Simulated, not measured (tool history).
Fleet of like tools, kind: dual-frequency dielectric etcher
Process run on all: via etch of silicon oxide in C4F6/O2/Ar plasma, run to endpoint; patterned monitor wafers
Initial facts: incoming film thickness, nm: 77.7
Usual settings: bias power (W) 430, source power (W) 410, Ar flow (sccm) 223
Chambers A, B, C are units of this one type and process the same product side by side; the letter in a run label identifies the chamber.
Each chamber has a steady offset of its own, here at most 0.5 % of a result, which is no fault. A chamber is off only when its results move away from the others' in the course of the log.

run   hour  bias power (W)  source power (W)  Ar flow (sccm)  hours since the last wet clean  hours since the last bias power generator calibration  hours since the last source power generator calibration  hours since the last Ar flow controller change  endpoint time (s)
 1C    8.1             430               410             223                           481.5                                                 2614.7                                                    508.3                                          1412.9             17.223
 2B   20.4             430               410             223                           123.9                                                  386.2                                                   1134.8                                          1080.1             17.316
 3A   33.5             430               410             223                           328.4                                                 1650.5                                                   1893.7                                            3233             17.295
 4B   48.6             430               410             223                           152.1                                                  414.4                                                     1163                                          1108.3             17.154
 5A   59.6             430               410             223                           354.5                                                 1676.6                                                   1919.8                                          3259.1              17.43
 6C   75.3             430               410             223                           548.7                                                 2681.9                                                    575.5                                          1480.1             17.303
 7A     88             430               410             223                           382.9                                                   1705                                                   1948.2                                          3287.5             17.326
 8C   96.2             430               410             223                           569.6                                                 2702.8                                                    596.4                                            1501               17.2
 9B  109.1             430               410             223                           212.6                                                  474.9                                                   1223.5                                          1168.8              17.23
     119.2  -- chamber C: wet clean of the chamber
10B  123.4             430               410             223                           226.9                                                  489.2                                                   1237.8                                          1183.1             17.258
11A  139.3             430               410             223                           434.2                                                 1756.3                                                   1999.5                                          3338.8             17.405
12C  154.6             430               410             223                            35.5                                                 2761.2                                                    654.8                                          1559.4              17.24
13C  166.7             430               410             223                            47.6                                                 2773.3                                                    666.9                                          1571.5             17.311
14B  175.3             430               410             223                           278.8                                                  541.1                                                   1289.7                                            1235             17.279
15A  182.3             430               410             223                           477.2                                                 1799.3                                                   2042.5                                          3381.8             17.413
16A  197.2             337               410             260                           492.1                                                 1814.2                                                   2057.4                                          3396.7             19.244
17C  208.4             337               410             260                            89.3                                                   2815                                                    708.6                                          1613.2             19.152
     210.7  -- chamber A: Ar flow controller replaced
18B  218.8             337               410             260                           322.3                                                  584.6                                                   1333.2                                          1278.5             19.161
19B  228.6             430               410             223                           332.1                                                  594.4                                                     1343                                          1288.3             17.258
20A  238.2             430               410             188                           533.1                                                 1855.2                                                   2098.4                                            27.6             17.203
21C  245.6             430               410             188                           126.5                                                 2852.2                                                    745.8                                          1650.4             17.013
22A  255.7             430               410             188                           550.6                                                 1872.7                                                   2115.9                                            45.1             17.131
23C  264.3             430               410             223                           145.2                                                 2870.9                                                    764.5                                          1669.1             17.217
24B  274.9             430               410             223                           378.4                                                  640.7                                                   1389.3                                          1334.6             17.321
25A  290.7             430               410             223                           585.6                                                 1907.7                                                   2150.9                                            80.1             17.452
26B    305             430               410             223                           408.5                                                  670.8                                                   1419.4                                          1364.7             17.251
27C  318.6             430               410             223                           199.5                                                 2925.2                                                    818.8                                          1723.4             17.254
28A  327.4             430               410             223                           622.3                                                 1944.4                                                   2187.6                                           116.8             17.672

Which is it: a chamber that has drifted or been left off by a service, a gauge drift common to all chambers, or only each chamber's usual small offset? If a chamber is off, name it and its likeliest cause.

It is chamber A that slowly wanders off from its peers.
Most likely cause: etch rate under this chamber's usual, % = 2.05.
Not necessarily distinguishable in this log from: bias power that arrives under what is set, %; source power that arrives under what is set, %.

Chamber A could run next with any of the 4 candidate recipes listed below; each alters the usual settings, and their results appear as question marks. Which one brings its results back in line with what the other chambers deliver on the usual settings?
A result is in line if it is within this distance of the other chambers' mean on the usual settings: endpoint time (s) 0.22
29A-1   339             444               420             223                                                                                                                                                                                                                  ?
29A-2   339             430               390             227                                                                                                                                                                                                                  ?
29A-3   339             377               410             223                                                                                                                                                                                                                  ?
29A-4   339             430               410             145                                                                                                                                                                                                                  ?

The other chambers' mean on the usual settings: endpoint time (s) 17.266
  run  endpoint time (s)
29A-1             17.318
29A-2             18.042
29A-3              18.55
29A-4             16.856
29A-1 is the one that brings the chamber's results back in line with the other chambers.
